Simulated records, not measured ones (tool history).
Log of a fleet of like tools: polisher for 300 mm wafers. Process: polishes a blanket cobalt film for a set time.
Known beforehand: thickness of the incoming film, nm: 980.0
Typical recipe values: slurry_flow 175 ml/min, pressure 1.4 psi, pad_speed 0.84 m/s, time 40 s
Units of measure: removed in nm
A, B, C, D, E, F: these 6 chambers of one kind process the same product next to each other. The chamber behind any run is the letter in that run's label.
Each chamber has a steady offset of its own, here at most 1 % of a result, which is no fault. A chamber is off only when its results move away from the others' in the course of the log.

run	hour	slurry_flow	pressure	pad_speed	time	removed
1C	4.1	175	1.4	0.84	40	100.48
2E	6.9	175	1.4	0.84	40	97.339
3D	11.1	175	1.4	0.84	40	96.405
4A	14.6	175	1.4	0.84	40	97.557
# hour 16.5: chamber D: worn pad replaced by a new one
5B	17.8	175	1.4	0.84	40	95.937
# hour 19.8: chamber C: worn pad replaced by a new one
6F	20.6	175	1.7	0.84	28	84.954
# hour 23.1: chamber F: worn pad replaced by a new one
7C	24.8	175	1.7	0.84	28	83.478
8E	27.5	175	1.7	0.84	28	82.54
9B	31.2	175	1.7	0.84	28	80.649
# hour 31.7: chamber B: worn pad replaced by a new one
10D	33.5	175	1.7	0.84	28	82.782
11F	38.3	175	1.7	0.84	28	83.297
# hour 42: chamber B: head pressure recalibrated
12A	42.1	175	1.4	0.84	40	95.783
# hour 42.3: chamber E: worn pad replaced by a new one
13E	44.6	175	1.4	0.84	40	97.544
14D	47.1	175	1.4	0.84	40	96.864
15A	50.1	175	1.4	0.84	40	96.894
# hour 54.5: chamber E: head pressure recalibrated
16F	54.8	175	1.4	0.84	40	98.507
# hour 57.7: chamber A: worn pad replaced by a new one
17B	58.9	175	1.4	0.84	40	94.968
18C	61.4	220	1.6	0.84	40	117.74
19F	66	220	1.6	0.84	40	117.47
# hour 69: chamber C: worn pad replaced by a new one
20A	70.4	220	1.6	0.84	40	110.4
# hour 73.5: chamber F: worn pad replaced by a new one
21C	74.1	220	1.6	0.84	40	113.73
22E	76.4	220	1.6	0.84	40	115.18
23B	80.4	220	1.6	0.84	40	117.32
24D	83.7	175	1.4	0.84	40	97.284
25F	86.8	175	1.4	0.84	40	98.846
26C	89.4	175	1.4	0.84	40	97.295
27B	92	175	0.9	1.14	40	83.742
28D	95.8	175	0.9	1.14	40	85.372
# hour 100.7: chamber B: worn pad replaced by a new one
29E	100.7	175	0.9	1.14	40	86.587
# hour 102.1: chamber E: worn pad replaced by a new one
30A	104	175	0.9	1.14	40	76.441
# hour 105.9: chamber A: worn pad replaced by a new one
# hour 106.5: chamber B: slurry nozzle cleaned
31A	107.2	175	0.9	1.14	40	77.869
# hour 108: chamber D: worn pad replaced by a new one
32D	110.3	175	0.9	1.14	40	84.049
33C	114	175	1.4	0.84	40	98.868
34E	117.6	175	1.4	0.84	40	95.312
# hour 118.4: chamber C: slurry nozzle cleaned
# hour 119.6: chamber C: worn pad replaced by a new one
# hour 120.2: chamber F: worn pad replaced by a new one
35B	120.6	175	1.4	0.84	40	96.881
36F	122.8	175	1.4	0.84	40	99.297
37E	126.3	175	1.7	0.84	52	157.29
38F	131	175	1.7	0.84	52	154.68
39C	135.1	175	1.7	0.84	52	154.77
40D	137.5	175	1.7	0.84	52	154.89

Next, all 6 chambers run the settings below, one line each with question marks for the results. What does each chamber give?
41A	141	175	1.4	0.84	32	?
41B	141	175	1.4	0.84	32	?
41C	141	175	1.4	0.84	32	?
41D	141	175	1.4	0.84	32	?
41E	141	175	1.4	0.84	32	?
41F	141	175	1.4	0.84	32	?

run	removed
41A	67.125
41B	79.285
41C	79.995
41D	77.784
41E	79.466
41F	78.712
